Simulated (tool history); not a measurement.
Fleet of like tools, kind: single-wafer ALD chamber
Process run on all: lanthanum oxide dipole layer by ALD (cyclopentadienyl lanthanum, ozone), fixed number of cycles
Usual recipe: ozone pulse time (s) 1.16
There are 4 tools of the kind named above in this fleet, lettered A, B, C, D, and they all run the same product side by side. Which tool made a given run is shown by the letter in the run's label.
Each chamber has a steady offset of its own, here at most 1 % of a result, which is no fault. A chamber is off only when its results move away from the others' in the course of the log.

run   hour  ozone pulse time (s)  hours since the last thermocouple change  hours since the last ozone generator service  read-back reference wafer on the same gauge, thickness_nm  mean film thickness on the monitor wafer (Å)
 1C    4.7                  1.16                                     526.6                                         740.9                                                    0.58483                                        5.2101
 2A   13.0                  1.16                                     211.0                                         454.6                                                    0.58489                                        5.2754
 3D   19.7                  1.16                                     956.2                                        1031.0                                                    0.58446                                        5.1666
 4B   26.6                  1.16                                     249.9                                        1351.7                                                    0.58499                                        5.1988
 5C   34.2                  1.16                                     556.1                                         770.4                                                    0.58525                                        5.2106
 6B   39.5                  1.16                                     262.8                                        1364.6                                                    0.58448                                        5.1931
 7D   47.4                  1.16                                     983.9                                        1058.7                                                    0.58477                                        5.1838
 8A   56.4                  1.16                                     254.4                                         498.0                                                    0.58483                                        5.2562
 9A   60.6                  1.16                                     258.6                                         502.2                                                    0.58449                                        5.2635
10D   66.2                  1.16                                    1002.7                                        1077.5                                                    0.58486                                        5.2021
11C   74.4                  1.16                                     596.3                                         810.6                                                    0.58516                                        5.2136
12B   78.6                  1.16                                     301.9                                        1403.7                                                    0.58495                                        5.1828
13D   83.9                  1.16                                    1020.4                                        1095.2                                                    0.58537                                        5.1570
14A   91.5                  1.16                                     289.5                                         533.1                                                    0.58490                                        5.2980
15B   99.9                  1.16                                     323.2                                        1425.0                                                    0.58526                                        5.1822
16C  108.3                  1.16                                     630.2                                         844.5                                                    0.58514                                        5.2194
17B  117.6                  1.16                                     340.9                                        1442.7                                                    0.58506                                        5.1778
18D  125.7                  1.16                                    1062.2                                        1137.0                                                    0.58487                                        5.1713
19C  133.2                  1.16                                     655.1                                         869.4                                                    0.58542                                        5.2068
20A  138.1                  1.40                                     336.1                                         579.7                                                    0.58448                                        5.4635
21B  143.0                  1.40                                     366.3                                        1468.1                                                    0.58480                                        5.4080
22D  151.2                  1.40                                    1087.7                                        1162.5                                                    0.58524                                        5.3693
23A  157.5                  1.40                                     355.5                                         599.1                                                    0.58506                                        5.4687
24C  165.7                  1.16                                     687.6                                         901.9                                                    0.58506                                        5.2421
25C  173.9                  1.16                                     695.8                                         910.1                                                    0.58503                                        5.2249
26B  178.5                  0.92                                     401.8                                        1503.6                                                    0.58501                                        4.7741
27A  183.7                  0.92                                     381.7                                         625.3                                                    0.58475                                        4.8976
28D  188.7                  0.92                                    1125.2                                        1200.0                                                    0.58510                                        4.8255
29D  196.5                  0.92                                    1133.0                                        1207.8                                                    0.58500                                        4.8373
30A  202.6                  1.16                                     400.6                                         644.2                                                    0.58481                                        5.2376
31B  211.4                  1.16                                     434.7                                        1536.5                                                    0.58556                                        5.1032
32C  220.1                  1.16                                     742.0                                         956.3                                                    0.58539                                        5.2118
33C  227.3                  1.16                                     749.2                                         963.5                                                    0.58492                                        5.2474
34A  236.4                  1.31                                     434.4                                         678.0                                                    0.58507                                        5.3973
35D  241.0                  1.31                                    1177.5                                        1252.3                                                    0.58489                                        5.3216
36B  245.1                  1.31                                     468.4                                        1570.2                                                    0.58500                                        5.2456
37D  253.8                  1.31                                    1190.3                                        1265.1                                                    0.58497                                        5.3189
38B  259.3                  1.58                                     482.6                                        1584.4                                                    0.58500                                        5.4524
39A  263.3                  1.58                                     461.3                                         704.9                                                    0.58523                                        5.5946
40C  272.1                  1.58                                     794.0                                        1008.3                                                    0.58523                                        5.5699

Which is it: a chamber that has drifted or been left off by a service, a gauge drift common to all chambers, or only each chamber's usual small offset? If a chamber is off, name it and its likeliest cause.

Chamber B drifts away from the others.
What lies behind it: ozone dose below that of a generator just serviced (%) = 10.8.

Below are 4 candidate recipes for chamber B's next run, each the usual settings with a change, their results shown as question marks. Which of them brings B's results back in line with what the other chambers give on the usual settings?
Counts as in line when no further than this from what the other chambers average on the usual settings: mean film thickness on the monitor wafer (Å) 0.0550
41B-1  278.7                  1.32                                                                                                                                                                                                ?
41B-2  278.7                  1.22                                                                                                                                                                                                ?
41B-3  278.7                  1.03                                                                                                                                                                                                ?
41B-4  278.7                  1.10                                                                                                                                                                                                ?

Average result of the remaining chambers running the usual settings: mean film thickness on the monitor wafer (Å) 5.2171
  run  mean film thickness on the monitor wafer (Å)
41B-1                                        5.2339
41B-2                                        5.1254
41B-3                                        4.8569
41B-4                                        4.9666
The right change is 41B-1: it brings the chamber back within the allowed miss of the others.
